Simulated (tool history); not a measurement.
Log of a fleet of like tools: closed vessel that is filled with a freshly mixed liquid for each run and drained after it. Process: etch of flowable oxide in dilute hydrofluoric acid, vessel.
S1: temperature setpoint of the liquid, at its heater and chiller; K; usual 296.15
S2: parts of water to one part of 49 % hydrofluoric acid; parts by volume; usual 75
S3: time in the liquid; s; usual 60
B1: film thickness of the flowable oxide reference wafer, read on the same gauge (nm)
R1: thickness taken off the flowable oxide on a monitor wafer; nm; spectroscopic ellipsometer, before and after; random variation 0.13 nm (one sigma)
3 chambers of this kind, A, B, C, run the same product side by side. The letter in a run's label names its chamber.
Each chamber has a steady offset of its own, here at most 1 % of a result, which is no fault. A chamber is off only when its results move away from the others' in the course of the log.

| run | hour | S1 | S2 | S3 | B1 | R1 |
|---|---|---|---|---|---|---|
| 1C | 4.2 | 296.15 | 75 | 60 | 29.990 | 33.265 |
| 2B | 11.8 | 296.15 | 75 | 60 | 29.998 | 33.358 |
| 3A | 16.3 | 296.15 | 75 | 60 | 30.004 | 33.796 |
| 4A | 21.6 | 296.15 | 75 | 60 | 30.010 | 33.580 |
| 5B | 26.7 | 296.15 | 75 | 60 | 30.006 | 33.389 |
| 6C | 32.0 | 296.15 | 75 | 60 | 30.004 | 33.160 |
| 7B | 38.1 | 296.15 | 75 | 60 | 29.981 | 33.480 |
| 8A | 42.7 | 296.15 | 75 | 60 | 30.001 | 33.773 |
| 9C | 50.8 | 296.15 | 75 | 60 | 29.994 | 33.224 |
| 10B | 56.5 | 296.15 | 75 | 60 | 30.005 | 33.483 |
| 11A | 63.6 | 296.15 | 75 | 60 | 29.976 | 33.872 |
| 12C | 70.4 | 299.15 | 75 | 60 | 29.980 | 37.348 |
| 13B | 77.1 | 299.15 | 75 | 60 | 30.011 | 37.591 |
| 14C | 84.9 | 299.15 | 75 | 60 | 30.008 | 37.466 |
| 15A | 89.0 | 296.15 | 75 | 60 | 29.981 | 34.027 |
| 16A | 97.0 | 296.15 | 75 | 60 | 30.038 | 34.053 |
| 17B | 101.9 | 296.15 | 75 | 60 | 29.995 | 33.366 |
| 18C | 108.8 | 296.15 | 75 | 60 | 29.988 | 33.420 |
| 19A | 115.5 | 296.15 | 115 | 35 | 30.015 | 12.441 |
| 20B | 120.8 | 296.15 | 115 | 35 | 29.994 | 12.206 |
| 21C | 129.5 | 296.15 | 115 | 35 | 30.002 | 12.121 |
| 22B | 137.3 | 296.15 | 75 | 60 | 29.959 | 33.401 |
| 23C | 142.7 | 296.15 | 75 | 60 | 29.989 | 33.399 |
| 24A | 149.3 | 299.65 | 45 | 60 | 29.969 | 69.115 |
| 25A | 154.4 | 299.65 | 45 | 60 | 29.993 | 69.379 |
| 26B | 160.7 | 299.65 | 45 | 60 | 29.983 | 66.233 |
| 27C | 167.7 | 296.15 | 75 | 60 | 30.007 | 33.210 |
| 28A | 171.5 | 296.15 | 50 | 60 | 30.010 | 54.159 |
| 29C | 176.3 | 296.15 | 50 | 60 | 30.010 | 51.411 |
| 30B | 181.6 | 296.15 | 50 | 60 | 30.008 | 51.488 |
| 31B | 188.3 | 296.15 | 75 | 60 | 30.025 | 33.376 |

Is one chamber off against the others, does the gauge drift, or is nothing wrong? If a chamber is off, say which, and what the likeliest cause is.

Chamber A drifts away from the others.
Cause: hydrofluoric acid flow above the setpoint (%) = 3.5.
The log may not tell that from: liquid hotter than its thermometer reads (K).

Here are 4 candidates for chamber A's next run, each the usual settings with a change, their results left as question marks. Which one brings its results back in line with what the others give on the usual settings?
In line means no further than this from the other chambers' mean on the usual settings: R1 0.460 nm
| 32A-1 | 194.5 | 297.15 | 75 | 60 |  | ? |
| 32A-2 | 194.5 | 295.15 | 75 | 60 |  | ? |
| 32A-3 | 194.5 | 296.15 | 80 | 60 |  | ? |
| 32A-4 | 194.5 | 296.15 | 70 | 60 |  | ? |

The other chambers' mean on the usual settings: R1 33.384 nm
| run | R1 |
|---|---|
| 32A-1 | 36.274 |
| 32A-2 | 33.488 |
| 32A-3 | 32.470 |
| 32A-4 | 37.594 |
32A-2 brings the chamber back in line.

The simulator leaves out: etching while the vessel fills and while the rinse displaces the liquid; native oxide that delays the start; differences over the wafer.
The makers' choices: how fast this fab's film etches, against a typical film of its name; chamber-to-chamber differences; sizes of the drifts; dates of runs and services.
